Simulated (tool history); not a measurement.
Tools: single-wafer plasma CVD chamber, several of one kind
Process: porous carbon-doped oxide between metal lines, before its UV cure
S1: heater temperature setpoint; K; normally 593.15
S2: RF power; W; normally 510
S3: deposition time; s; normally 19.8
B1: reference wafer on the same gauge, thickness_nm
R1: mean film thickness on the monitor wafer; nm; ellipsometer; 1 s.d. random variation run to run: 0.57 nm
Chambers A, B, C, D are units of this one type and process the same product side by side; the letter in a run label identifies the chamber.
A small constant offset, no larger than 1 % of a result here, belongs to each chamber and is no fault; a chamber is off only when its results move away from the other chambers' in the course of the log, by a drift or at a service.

run	hour	S1	S2	S3	B1	R1
1C	4.2	593.15	510	19.8	111.54	97.964
2A	8.0	593.15	510	19.8	111.56	98.776
3B	13.1	593.15	510	19.8	111.63	98.689
4D	15.9	593.15	510	19.8	111.68	97.423
5D	20.8	593.15	510	19.8	111.64	97.328
6A	24.2	593.15	510	19.8	111.47	98.176
7C	29.0	593.15	510	19.8	111.58	97.813
8B	33.1	593.15	510	19.8	111.67	98.081
9B	35.4	593.15	510	19.8	111.77	99.376
10C	40.6	593.15	510	19.8	111.61	98.577
11A	43.4	593.15	510	17.6	111.64	87.689
12D	46.5	593.15	510	17.6	111.74	87.087
13A	51.5	593.15	510	17.6	111.59	87.943
14C	54.8	593.15	510	17.6	111.56	87.690
15B	58.2	593.15	510	19.8	111.53	97.606
16D	60.6	593.15	510	19.8	111.61	96.425
17B	64.9	593.15	510	19.8	111.54	98.451
18A	70.1	593.15	510	19.8	111.51	99.344
19C	72.6	593.15	510	19.8	111.57	97.327
20D	77.1	593.15	510	19.8	111.56	95.770
21D	81.1	593.15	510	19.8	111.51	96.026
22B	85.8	593.15	510	19.8	111.51	98.843
23C	88.6	593.15	510	19.8	111.65	97.616
24A	93.7	593.15	510	19.8	111.64	98.084
25A	96.6	593.15	510	22.0	111.66	109.610
26B	101.0	593.15	510	22.0	111.53	109.860
27D	105.6	593.15	510	22.0	111.45	103.870
28C	108.4	593.15	510	22.0	111.69	108.210
29A	111.7	593.15	510	19.8	111.59	99.129
30B	116.0	593.15	580	21.5	111.65	115.600
31C	120.6	593.15	580	21.5	111.70	115.010
32D	124.1	593.15	580	21.5	111.50	110.390
33D	128.1	593.15	580	21.5	111.44	111.810
34A	131.1	593.15	510	19.8	111.62	98.983
35C	133.8	593.15	510	19.8	111.67	98.102
36B	138.6	599.15	600	19.8	111.48	107.270
37B	143.9	599.15	600	19.8	111.63	107.520
38A	146.4	599.15	600	19.8	111.58	105.720
39D	150.1	599.15	600	19.8	111.63	101.000

The same settings go to every chamber for the next run, one line per chamber below. Forecast the results for each:
40A	153.9	593.15	510	19.8		?
40B	153.9	593.15	510	19.8		?
40C	153.9	593.15	510	19.8		?
40D	153.9	593.15	510	19.8		?

run	R1
40A	98.206
40B	99.230
40C	96.997
40D	93.836
